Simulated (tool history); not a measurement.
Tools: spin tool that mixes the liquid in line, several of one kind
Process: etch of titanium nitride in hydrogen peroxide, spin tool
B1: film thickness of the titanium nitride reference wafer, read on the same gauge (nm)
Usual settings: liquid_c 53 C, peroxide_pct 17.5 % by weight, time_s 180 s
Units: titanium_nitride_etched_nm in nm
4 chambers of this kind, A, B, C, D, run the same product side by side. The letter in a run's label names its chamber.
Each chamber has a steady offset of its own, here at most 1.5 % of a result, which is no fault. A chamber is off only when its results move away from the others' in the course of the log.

{"run": "1C", "hour": 6.4, "liquid_c": 53, "peroxide_pct": 17.5, "time_s": 180, "B1": 79.982, "titanium_nitride_etched_nm": 16.308}
{"run": "2D", "hour": 12.9, "liquid_c": 53, "peroxide_pct": 17.5, "time_s": 180, "B1": 79.986, "titanium_nitride_etched_nm": 16.061}
{"run": "3A", "hour": 22.8, "liquid_c": 53, "peroxide_pct": 17.5, "time_s": 180, "B1": 80.025, "titanium_nitride_etched_nm": 16.362}
{"run": "4B", "hour": 33.1, "liquid_c": 53, "peroxide_pct": 17.5, "time_s": 180, "B1": 80.013, "titanium_nitride_etched_nm": 16.555}
{"hour": 43.6, "done": "chamber A: peroxide flow meter replaced"}
{"run": "5A", "hour": 44.1, "liquid_c": 53, "peroxide_pct": 17.5, "time_s": 180, "B1": 79.967, "titanium_nitride_etched_nm": 16.495}
{"run": "6D", "hour": 53.9, "liquid_c": 53, "peroxide_pct": 17.5, "time_s": 180, "B1": 79.991, "titanium_nitride_etched_nm": 15.988}
{"run": "7B", "hour": 62.2, "liquid_c": 53, "peroxide_pct": 17.5, "time_s": 180, "B1": 79.976, "titanium_nitride_etched_nm": 16.126}
{"run": "8C", "hour": 72.7, "liquid_c": 53, "peroxide_pct": 17.5, "time_s": 180, "B1": 79.985, "titanium_nitride_etched_nm": 16.116}
{"run": "9C", "hour": 81.2, "liquid_c": 53, "peroxide_pct": 17.5, "time_s": 180, "B1": 79.998, "titanium_nitride_etched_nm": 16.02}
{"hour": 87.8, "done": "chamber D: heated supply line repaired"}
{"run": "10A", "hour": 94.0, "liquid_c": 53, "peroxide_pct": 17.5, "time_s": 180, "B1": 79.972, "titanium_nitride_etched_nm": 16.046}
{"run": "11B", "hour": 104.9, "liquid_c": 53, "peroxide_pct": 17.5, "time_s": 180, "B1": 79.988, "titanium_nitride_etched_nm": 16.255}
{"run": "12D", "hour": 113.5, "liquid_c": 53, "peroxide_pct": 17.5, "time_s": 180, "B1": 80.008, "titanium_nitride_etched_nm": 16.17}
{"run": "13B", "hour": 119.3, "liquid_c": 53, "peroxide_pct": 17.5, "time_s": 180, "B1": 79.976, "titanium_nitride_etched_nm": 16.259}
{"run": "14A", "hour": 126.9, "liquid_c": 53, "peroxide_pct": 17.5, "time_s": 180, "B1": 80.01, "titanium_nitride_etched_nm": 15.611}
{"run": "15D", "hour": 136.0, "liquid_c": 53, "peroxide_pct": 17.5, "time_s": 180, "B1": 80.016, "titanium_nitride_etched_nm": 16.101}
{"run": "16C", "hour": 146.2, "liquid_c": 53, "peroxide_pct": 17.5, "time_s": 180, "B1": 79.968, "titanium_nitride_etched_nm": 16.211}
{"hour": 150.8, "done": "chamber B: new drum of peroxide connected"}
{"run": "17B", "hour": 152.9, "liquid_c": 53, "peroxide_pct": 17.5, "time_s": 180, "B1": 79.978, "titanium_nitride_etched_nm": 15.976}
{"hour": 160.1, "done": "chamber C: peroxide flow meter replaced"}
{"run": "18D", "hour": 161.7, "liquid_c": 57.5, "peroxide_pct": 17.5, "time_s": 115, "B1": 79.97, "titanium_nitride_etched_nm": 14.219}
{"run": "19A", "hour": 168.4, "liquid_c": 57.5, "peroxide_pct": 17.5, "time_s": 115, "B1": 80.003, "titanium_nitride_etched_nm": 13.582}
{"run": "20C", "hour": 178.5, "liquid_c": 57.5, "peroxide_pct": 17.5, "time_s": 115, "B1": 80.021, "titanium_nitride_etched_nm": 14.038}
{"run": "21A", "hour": 190.9, "liquid_c": 57.5, "peroxide_pct": 17.5, "time_s": 115, "B1": 79.966, "titanium_nitride_etched_nm": 13.54}
{"run": "22B", "hour": 203.8, "liquid_c": 53, "peroxide_pct": 17.5, "time_s": 180, "B1": 79.992, "titanium_nitride_etched_nm": 16.13}
{"run": "23C", "hour": 213.8, "liquid_c": 53, "peroxide_pct": 17.5, "time_s": 180, "B1": 80.027, "titanium_nitride_etched_nm": 16.243}
{"hour": 214.5, "done": "chamber C: new drum of peroxide connected"}
{"run": "24D", "hour": 225.8, "liquid_c": 53, "peroxide_pct": 20.5, "time_s": 180, "B1": 79.99, "titanium_nitride_etched_nm": 16.707}
{"run": "25C", "hour": 234.8, "liquid_c": 53, "peroxide_pct": 20.5, "time_s": 180, "B1": 79.995, "titanium_nitride_etched_nm": 16.684}
{"run": "26A", "hour": 248.0, "liquid_c": 53, "peroxide_pct": 20.5, "time_s": 180, "B1": 80.022, "titanium_nitride_etched_nm": 15.409}
{"run": "27D", "hour": 261.0, "liquid_c": 53, "peroxide_pct": 20.5, "time_s": 180, "B1": 80.025, "titanium_nitride_etched_nm": 16.584}

Next, every chamber runs the same settings. What will each give?
{"run": "28A", "hour": 270.5, "liquid_c": 53, "peroxide_pct": 17.5, "time_s": 180, "titanium_nitride_etched_nm": "?"}
{"run": "28B", "hour": 270.5, "liquid_c": 53, "peroxide_pct": 17.5, "time_s": 180, "titanium_nitride_etched_nm": "?"}
{"run": "28C", "hour": 270.5, "liquid_c": 53, "peroxide_pct": 17.5, "time_s": 180, "titanium_nitride_etched_nm": "?"}
{"run": "28D", "hour": 270.5, "liquid_c": 53, "peroxide_pct": 17.5, "time_s": 180, "titanium_nitride_etched_nm": "?"}

run=28A titanium_nitride_etched_nm=14.793
run=28B titanium_nitride_etched_nm=16.242
run=28C titanium_nitride_etched_nm=16.131
run=28D titanium_nitride_etched_nm=16.304

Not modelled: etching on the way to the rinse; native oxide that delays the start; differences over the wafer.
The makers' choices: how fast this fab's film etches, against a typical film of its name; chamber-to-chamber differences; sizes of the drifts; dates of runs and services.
